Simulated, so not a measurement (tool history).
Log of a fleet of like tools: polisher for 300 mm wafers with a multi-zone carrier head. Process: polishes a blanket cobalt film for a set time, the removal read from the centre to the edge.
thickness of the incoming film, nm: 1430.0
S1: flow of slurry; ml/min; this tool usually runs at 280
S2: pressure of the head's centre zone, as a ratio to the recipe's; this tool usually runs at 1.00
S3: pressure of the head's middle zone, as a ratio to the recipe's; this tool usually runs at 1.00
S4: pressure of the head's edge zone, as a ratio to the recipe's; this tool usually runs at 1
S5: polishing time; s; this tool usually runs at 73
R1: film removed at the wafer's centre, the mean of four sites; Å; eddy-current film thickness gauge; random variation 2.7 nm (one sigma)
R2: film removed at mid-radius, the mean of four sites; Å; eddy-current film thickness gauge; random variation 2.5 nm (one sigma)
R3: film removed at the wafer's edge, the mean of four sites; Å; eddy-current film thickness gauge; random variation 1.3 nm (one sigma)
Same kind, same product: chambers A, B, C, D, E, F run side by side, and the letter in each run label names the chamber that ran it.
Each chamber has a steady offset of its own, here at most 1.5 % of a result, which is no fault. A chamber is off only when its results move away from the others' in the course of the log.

run,hour,S1,S2,S3,S4,S5,R1,R2,R3
1A,6.6,280,1.00,1.00,1,73,1966.5,1976.7,1991.6
# hour 12.1: chamber B: centre zone pressure recalibrated
2D,13.4,280,1.00,1.00,1,73,1986.0,2032.3,2007.4
3B,18.8,280,1.00,1.00,1,73,1995.4,1977.5,1974.6
4C,24.6,280,1.00,1.00,1,73,1961.6,1985.3,1987.3
5E,29.4,280,0.94,1.00,1,73,1871.7,1938.3,1982.9
# hour 29.9: chamber C: worn pad replaced by a new one
6F,34.8,280,0.94,1.00,1,73,1847.2,1957.0,1984.5
7B,41.4,280,0.94,1.00,1,73,1849.4,1978.7,1983.3
8A,48.0,280,0.94,1.00,1,73,1828.9,2002.7,1994.9
9D,55.2,280,0.94,1.00,1,73,1862.5,2031.7,1992.2
# hour 59.2: chamber A: edge zone pressure recalibrated
10F,61.4,280,0.94,1.00,1,73,1840.5,1990.0,1964.7
11C,68.7,280,1.00,1.00,1,73,1971.3,1953.3,1981.1
# hour 69.1: chamber F: worn pad replaced by a new one
12E,75.9,280,1.00,1.00,1,73,1962.3,1911.8,1983.8
13A,80.7,280,1.00,1.00,1,73,1992.1,1999.4,2020.2
# hour 83.1: chamber D: worn pad replaced by a new one
# hour 85.1: chamber F: slurry nozzle cleaned
14D,86.0,340,1.00,1.09,1,73,2019.1,2238.9,2043.5
# hour 89.5: chamber A: worn pad replaced by a new one
15B,90.5,340,1.00,1.09,1,73,2000.0,2166.7,2003.2
16E,94.0,340,1.00,1.09,1,73,2036.0,2181.7,2000.3
17F,97.2,340,1.00,1.09,1,73,1985.0,2214.0,1968.7
# hour 98.5: chamber B: worn pad replaced by a new one
18C,103.7,340,1.00,1.09,1,73,2041.3,2238.2,2042.2
19C,108.1,340,1.00,1.09,1,73,2001.6,2130.0,2014.6
20A,113.0,280,1.00,1.00,1,73,1992.0,2023.5,1974.0
21B,120.1,280,1.00,1.00,1,73,1940.2,1989.6,1987.7
# hour 124.4: chamber E: worn pad replaced by a new one
22F,124.7,355,1.00,1.00,1,73,1998.6,2034.8,2016.5
# hour 128.6: chamber F: worn pad replaced by a new one
23E,131.3,355,1.00,1.00,1,73,2040.3,2022.2,2048.9
24D,135.2,355,1.00,1.00,1,73,1995.1,2071.4,2041.4
# hour 140.0: chamber C: centre zone pressure recalibrated
25B,140.6,355,1.00,1.00,1,73,2052.6,2024.7,2010.4
# hour 143.7: chamber C: worn pad replaced by a new one
26D,147.0,355,1.00,1.00,1,73,2054.9,2061.4,2050.4
27E,151.4,355,1.00,1.00,1,73,2013.8,2009.9,2026.6
28A,155.2,280,1.00,1.00,1,73,1966.6,1927.5,1999.9
29C,160.6,280,1.00,1.00,1,73,1789.1,1961.4,1969.5
30F,167.6,280,1.00,1.00,1,73,2002.1,1957.4,1956.0
# hour 168.3: chamber D: worn pad replaced by a new one
31B,172.8,280,1.00,1.00,1,73,1983.2,2015.0,1968.8
# hour 175.4: chamber A: centre zone pressure recalibrated
# hour 178.3: chamber E: slurry nozzle cleaned
# hour 179.8: chamber E: centre zone pressure recalibrated
32F,180.1,280,1.00,1.00,1,73,1929.6,1973.2,1978.4
# hour 181.5: chamber A: worn pad replaced by a new one
33E,183.5,280,1.00,1.00,1,73,1963.3,1929.0,1977.1
34D,186.8,280,1.00,1.00,1,73,1999.1,2038.7,1993.8
# hour 187.8: chamber B: slurry nozzle cleaned
35A,190.9,280,1.00,1.00,1,73,1935.5,2016.0,1998.5
36C,196.0,280,1.00,1.00,1,73,1758.5,1960.9,1959.8
# hour 197.5: chamber F: worn pad replaced by a new one
37A,200.2,280,1.00,1.00,1,73,2010.1,1959.2,1991.0
38B,204.8,280,1.00,1.00,1,73,1966.4,2002.9,1993.4
39D,210.3,280,1.00,1.00,1,73,1967.8,2010.9,2024.5
40F,215.3,280,1.00,1.00,1,73,1971.9,1941.4,1969.3
41E,221.3,280,1.00,1.00,1,73,1956.5,1936.2,1957.0
42C,225.8,280,1.00,1.00,1,73,1763.3,1983.6,1975.4
43F,229.0,280,1.00,1.00,1,73,1943.8,1978.5,1981.7

Has any chamber moved away from the others, gradually or after a service, or does the common gauge drift, or do the chambers differ only by their own small steady offsets? State the chamber and the most likely cause if one applies.

Chamber C has stood off from the others ever since a service on it.
What lies behind it: centre zone's pressure below its setpoint, % = 10.2.

Which of the 4 candidates below, each the usual settings with something changed and its results left as question marks, puts chamber C back in line with what the other chambers give on the usual settings?
Allowed miss from the other chambers' usual-settings mean, per result, to count as in line: R1 93.0 Å; R2 87.0 Å; R3 44.0 Å
44C-1,234.3,290,1.15,0.98,0.95,75,?,?,?
44C-2,234.3,285,1.08,0.99,0.97,74,?,?,?
44C-3,234.3,270,0.86,1.02,1.05,71,?,?,?
44C-4,234.3,275,0.92,1.01,1.03,72,?,?,?

What the other chambers average on the usual settings: R1 1978.2 Å; R2 1982.3 Å; R3 1984.7 Å
run,R1,R2,R3
44C-1,2146.9,1989.1,1993.9
44C-2,1972.0,1978.1,1985.5
44C-3,1454.0,1941.6,1976.6
44C-4,1595.8,1954.5,1987.3
Change 44C-2 lands the chamber within the allowed miss of the other chambers.
